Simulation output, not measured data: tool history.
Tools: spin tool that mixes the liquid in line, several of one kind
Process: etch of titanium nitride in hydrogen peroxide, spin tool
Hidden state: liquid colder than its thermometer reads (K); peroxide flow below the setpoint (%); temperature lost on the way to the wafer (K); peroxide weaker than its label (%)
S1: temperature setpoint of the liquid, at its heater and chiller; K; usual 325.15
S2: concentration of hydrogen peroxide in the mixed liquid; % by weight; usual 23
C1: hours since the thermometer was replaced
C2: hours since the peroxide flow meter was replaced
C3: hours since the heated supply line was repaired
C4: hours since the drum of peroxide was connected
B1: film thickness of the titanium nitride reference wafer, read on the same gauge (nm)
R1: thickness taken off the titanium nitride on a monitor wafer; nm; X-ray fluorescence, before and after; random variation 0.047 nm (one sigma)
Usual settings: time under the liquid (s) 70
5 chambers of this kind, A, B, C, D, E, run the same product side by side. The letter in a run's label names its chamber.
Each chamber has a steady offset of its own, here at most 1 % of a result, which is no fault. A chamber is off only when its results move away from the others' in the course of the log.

At day 0.133: chamber C: thermometer replaced.
Run 1A, day 0.217: usual settings; C1 1583.4; C2 400.4; C3 1080; C4 682.5; B1 130. Result: R1 5.1691 nm.
At day 0.362: chamber C: new drum of peroxide connected.
At day 0.508: chamber E: new drum of peroxide connected.
Run 2D, day 0.538: usual settings; C1 969.2; C2 249.4; C3 1088.5; C4 125; B1 130. Result: R1 5.1604 nm.
Run 3E, day 0.779: usual settings; C1 387.9; C2 123.5; C3 1127; C4 6.5; B1 130.02. Result: R1 5.1643 nm.
Run 4B, day 1.229: usual settings; C1 1286.3; C2 250.5; C3 2961.9; C4 617; B1 130.02. Result: R1 5.1471 nm.
Run 5C, day 1.708: usual settings; C1 37.9; C2 573.7; C3 2500.2; C4 32.4; B1 130.01. Result: R1 5.1682 nm.
Run 6D, day 2.054: usual settings; C1 1005.6; C2 285.8; C3 1124.9; C4 161.4; B1 130. Result: R1 5.2664 nm.
Run 7B, day 2.375: usual settings; C1 1313.8; C2 278; C3 2989.4; C4 644.5; B1 130. Result: R1 5.1849 nm.
Run 8E, day 2.608: usual settings but S1 316.15 K, time under the liquid (s) 35; C1 431.8; C2 167.4; C3 1170.9; C4 50.4; B1 130.01. Result: R1 1.3683 nm.
Run 9A, day 2.892: usual settings but S1 316.15 K, time under the liquid (s) 35; C1 1647.6; C2 464.6; C3 1144.2; C4 746.7; B1 130. Result: R1 1.3559 nm.
Run 10C, day 3.188: usual settings but S1 316.15 K, time under the liquid (s) 35; C1 73.4; C2 609.2; C3 2535.7; C4 67.9; B1 130.01. Result: R1 1.3224 nm.
Run 11D, day 3.442: usual settings but S1 316.15 K, time under the liquid (s) 35; C1 1038.9; C2 319.1; C3 1158.2; C4 194.7; B1 130. Result: R1 1.3311 nm.
Run 12A, day 3.729: usual settings but S1 316.15 K, time under the liquid (s) 35; C1 1667.7; C2 484.7; C3 1164.3; C4 766.8; B1 130. Result: R1 1.374 nm.
Run 13B, day 4.112: usual settings; C1 1355.5; C2 319.7; C3 3031.1; C4 686.2; B1 130. Result: R1 5.2088 nm.
At day 4.208: chamber B: new drum of peroxide connected.
Run 14E, day 4.354: usual settings; C1 473.7; C2 209.3; C3 1212.8; C4 92.3; B1 129.99. Result: R1 5.1497 nm.
Run 15C, day 4.612: usual settings; C1 107.6; C2 643.4; C3 2569.9; C4 102.1; B1 129.98. Result: R1 5.2323 nm.
Run 16B, day 4.867: usual settings; C1 1373.6; C2 337.8; C3 3049.2; C4 15.9; B1 130. Result: R1 5.1647 nm.
Run 17E, day 5.217: usual settings; C1 494.4; C2 230; C3 1233.5; C4 113; B1 129.99. Result: R1 5.1763 nm.
Run 18A, day 5.554: usual settings; C1 1711.5; C2 528.5; C3 1208.1; C4 810.6; B1 130.01. Result: R1 5.1274 nm.
At day 5.767: chamber D: thermometer replaced.
Run 19D, day 5.812: usual settings; C1 1.2; C2 376; C3 1215.1; C4 251.6; B1 130. Result: R1 5.1525 nm.
Run 20C, day 6.262: usual settings; C1 147.2; C2 683; C3 2609.5; C4 141.7; B1 130. Result: R1 5.2543 nm.
Run 21C, day 6.642: usual settings; C1 156.3; C2 692.1; C3 2618.6; C4 150.8; B1 129.99. Result: R1 5.2113 nm.
Run 22D, day 7.092: usual settings; C1 31.9; C2 406.7; C3 1245.8; C4 282.3; B1 130. Result: R1 5.2251 nm.
Run 23B, day 7.412: usual settings; C1 1434.7; C2 398.9; C3 3110.3; C4 77; B1 130. Result: R1 5.0803 nm.
Run 24A, day 7.696: usual settings; C1 1762.9; C2 579.9; C3 1259.5; C4 862; B1 129.99. Result: R1 5.1869 nm.
Run 25E, day 8.05: usual settings; C1 562.4; C2 298; C3 1301.5; C4 181; B1 130. Result: R1 5.1834 nm.
Run 26B, day 8.488: usual settings but S1 321.15 K, S2 25.5 % by weight; C1 1460.5; C2 424.7; C3 3136.1; C4 102.8; B1 130. Result: R1 3.8952 nm.
Run 27D, day 8.704: usual settings but S1 321.15 K, S2 25.5 % by weight; C1 70.6; C2 445.4; C3 1284.5; C4 321; B1 129.98. Result: R1 4.0144 nm.
At day 8.871: chamber E: heated supply line repaired.
Run 28A, day 9.154: usual settings but S1 321.15 K, S2 25.5 % by weight; C1 1797.9; C2 614.9; C3 1294.5; C4 897; B1 130. Result: R1 4.0384 nm.
Run 29E, day 9.475: usual settings but S1 321.15 K, S2 25.5 % by weight; C1 596.6; C2 332.2; C3 14.6; C4 215.2; B1 129.99. Result: R1 3.9921 nm.
Run 30C, day 9.775: usual settings but S1 321.15 K, S2 25.5 % by weight; C1 231.5; C2 767.3; C3 2693.8; C4 226; B1 130.01. Result: R1 3.913 nm.
Run 31D, day 10.067: usual settings; C1 103.3; C2 478.1; C3 1317.2; C4 353.7; B1 129.98. Result: R1 5.1811 nm.
Run 32E, day 10.308: usual settings; C1 616.6; C2 352.2; C3 34.6; C4 235.2; B1 129.99. Result: R1 5.2395 nm.
Run 33C, day 10.533: usual settings; C1 249.7; C2 785.5; C3 2712; C4 244.2; B1 130.01. Result: R1 5.108 nm.
Run 34A, day 10.971: usual settings; C1 1841.5; C2 658.5; C3 1338.1; C4 940.6; B1 130.01. Result: R1 5.1613 nm.
Run 35B, day 11.338: usual settings; C1 1528.9; C2 493.1; C3 3204.5; C4 171.2; B1 130. Result: R1 4.8987 nm.
Run 36B, day 11.7: usual settings; C1 1537.6; C2 501.8; C3 3213.2; C4 179.9; B1 130.02. Result: R1 4.9319 nm.
Run 37D, day 12.096: usual settings; C1 152; C2 526.8; C3 1365.9; C4 402.4; B1 130.01. Result: R1 5.145 nm.
Run 38E, day 12.533: usual settings; C1 670; C2 405.6; C3 88; C4 288.6; B1 129.99. Result: R1 5.2872 nm.
At day 12.742: chamber A: thermometer replaced.
Run 39A, day 12.867: usual settings; C1 3; C2 704; C3 1383.6; C4 986.1; B1 129.99. Result: R1 5.1868 nm.

Is one chamber off against the others, does the gauge drift, or is nothing wrong? If a chamber is off, say which, and what the likeliest cause is.

Chamber B drifts away from the others.
Cause: liquid colder than its thermometer reads (K) = 1.05.
The log may not tell that from: temperature lost on the way to the wafer (K).

Here are 4 candidates for chamber B's next run, each the usual settings with a change, their results left as question marks. Which one brings its results back in line with what the others give on the usual settings?
In line means no further than this from the other chambers' mean on the usual settings: R1 0.16 nm
Run 40B-1, day 13.217: usual settings but time under the liquid (s) 60. Result: R1 ?.
Run 40B-2, day 13.217: usual settings but S1 324.15 K. Result: R1 ?.
Run 40B-3, day 13.217: usual settings but S1 327.15 K. Result: R1 ?.
Run 40B-4, day 13.217: usual settings but time under the liquid (s) 75. Result: R1 ?.

The other chambers' mean on the usual settings: R1 5.2012 nm
  run      R1
40B-1  4.1694
40B-2  4.5294
40B-3  5.5988
40B-4  5.2117
40B-4 brings the chamber back in line.
